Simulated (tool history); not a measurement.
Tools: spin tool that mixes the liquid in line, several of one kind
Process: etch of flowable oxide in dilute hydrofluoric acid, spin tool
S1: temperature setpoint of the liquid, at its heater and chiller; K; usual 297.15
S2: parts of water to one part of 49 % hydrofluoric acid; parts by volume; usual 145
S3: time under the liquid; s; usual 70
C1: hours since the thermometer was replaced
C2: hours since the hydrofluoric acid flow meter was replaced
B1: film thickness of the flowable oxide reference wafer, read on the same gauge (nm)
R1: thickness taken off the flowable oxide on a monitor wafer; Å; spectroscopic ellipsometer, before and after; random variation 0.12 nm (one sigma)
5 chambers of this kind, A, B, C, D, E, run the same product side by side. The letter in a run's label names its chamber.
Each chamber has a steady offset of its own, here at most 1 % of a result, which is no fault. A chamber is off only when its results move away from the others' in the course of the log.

run,hour,S1,S2,S3,C1,C2,B1,R1
1E,5.1,297.15,145,70,391.3,335.2,30.022,171.44
2D,11.2,297.15,145,70,977.7,1283,29.986,172.21
3C,15.9,297.15,145,70,374.8,739.9,30.014,173.56
4B,19.3,297.15,145,70,364.3,327.5,29.986,171.23
5A,23.1,297.15,145,70,1374.9,1316.7,30.003,170.84
6D,26.6,297.15,145,60,993.1,1298.4,30.02,148.44
7A,29.4,297.15,145,60,1381.2,1323,29.987,146.34
8E,35.7,297.15,145,60,421.9,365.8,30.004,144.79
9B,39.6,297.15,145,60,384.6,347.8,30.01,146.65
10C,45.1,297.15,145,60,404,769.1,30.006,146.55
11E,50,297.15,145,70,436.2,380.1,30.02,169.45
12D,55.3,297.15,145,70,1021.8,1327.1,30.035,170.75
13A,61.3,297.15,145,70,1413.1,1354.9,30.018,172.81
# hour 63.7: chamber C: hydrofluoric acid flow meter replaced
14B,66.8,297.15,145,70,411.8,375,29.998,169.9
15C,70.9,297.15,145,70,429.8,7.3,29.975,171.31
16C,76.8,297.15,145,70,435.7,13.2,30.003,173.33
17E,81.7,300.15,100,70,467.9,411.8,30.003,292.48
18D,86.8,300.15,100,70,1053.3,1358.6,29.995,292.12
19A,92.4,300.15,100,70,1444.2,1386,30.027,294.6
20B,98.9,300.15,100,70,443.9,407.1,30.03,297.46
21A,103,300.15,100,70,1454.8,1396.6,30.009,293.37
22C,106.7,297.15,145,70,465.6,43.1,29.99,173.48
23B,110.7,297.15,145,70,455.7,418.9,29.997,172.59
24D,115.1,297.15,145,40,1081.6,1386.9,30.017,98.554
25E,119.4,297.15,145,40,505.6,449.5,30.026,101.05
26E,122.7,297.15,145,40,508.9,452.8,29.989,100.74
27A,129.2,297.15,145,40,1481,1422.8,29.983,97.195
28B,133.6,297.15,145,40,478.6,441.8,29.985,98.156
29D,138.7,297.15,145,70,1105.2,1410.5,30.009,172.52
30C,142.1,297.15,145,70,501,78.5,29.999,171.02
31E,148.3,297.15,145,70,534.5,478.4,30.013,179.28
32D,152.1,297.15,145,70,1118.6,1423.9,30.013,169.49
33B,157.1,300.15,105,70,502.1,465.3,29.98,278.78
34C,163,300.15,105,70,521.9,99.4,30.008,278.55
35A,168.9,300.15,105,70,1520.7,1462.5,30.019,275.25
36D,172.8,300.15,105,70,1139.3,1444.6,30.002,280.51
37A,176.4,300.15,105,70,1528.2,1470,29.963,277.41
38B,179.7,297.15,75,100,524.7,487.9,29.988,523.81

Next, every chamber runs the same settings. What will each give?
39A,184.3,297.15,145,70,,,,?
39B,184.3,297.15,145,70,,,,?
39C,184.3,297.15,145,70,,,,?
39D,184.3,297.15,145,70,,,,?
39E,184.3,297.15,145,70,,,,?

run,R1
39A,172.35
39B,172.64
39C,172.71
39D,171.76
39E,187.5
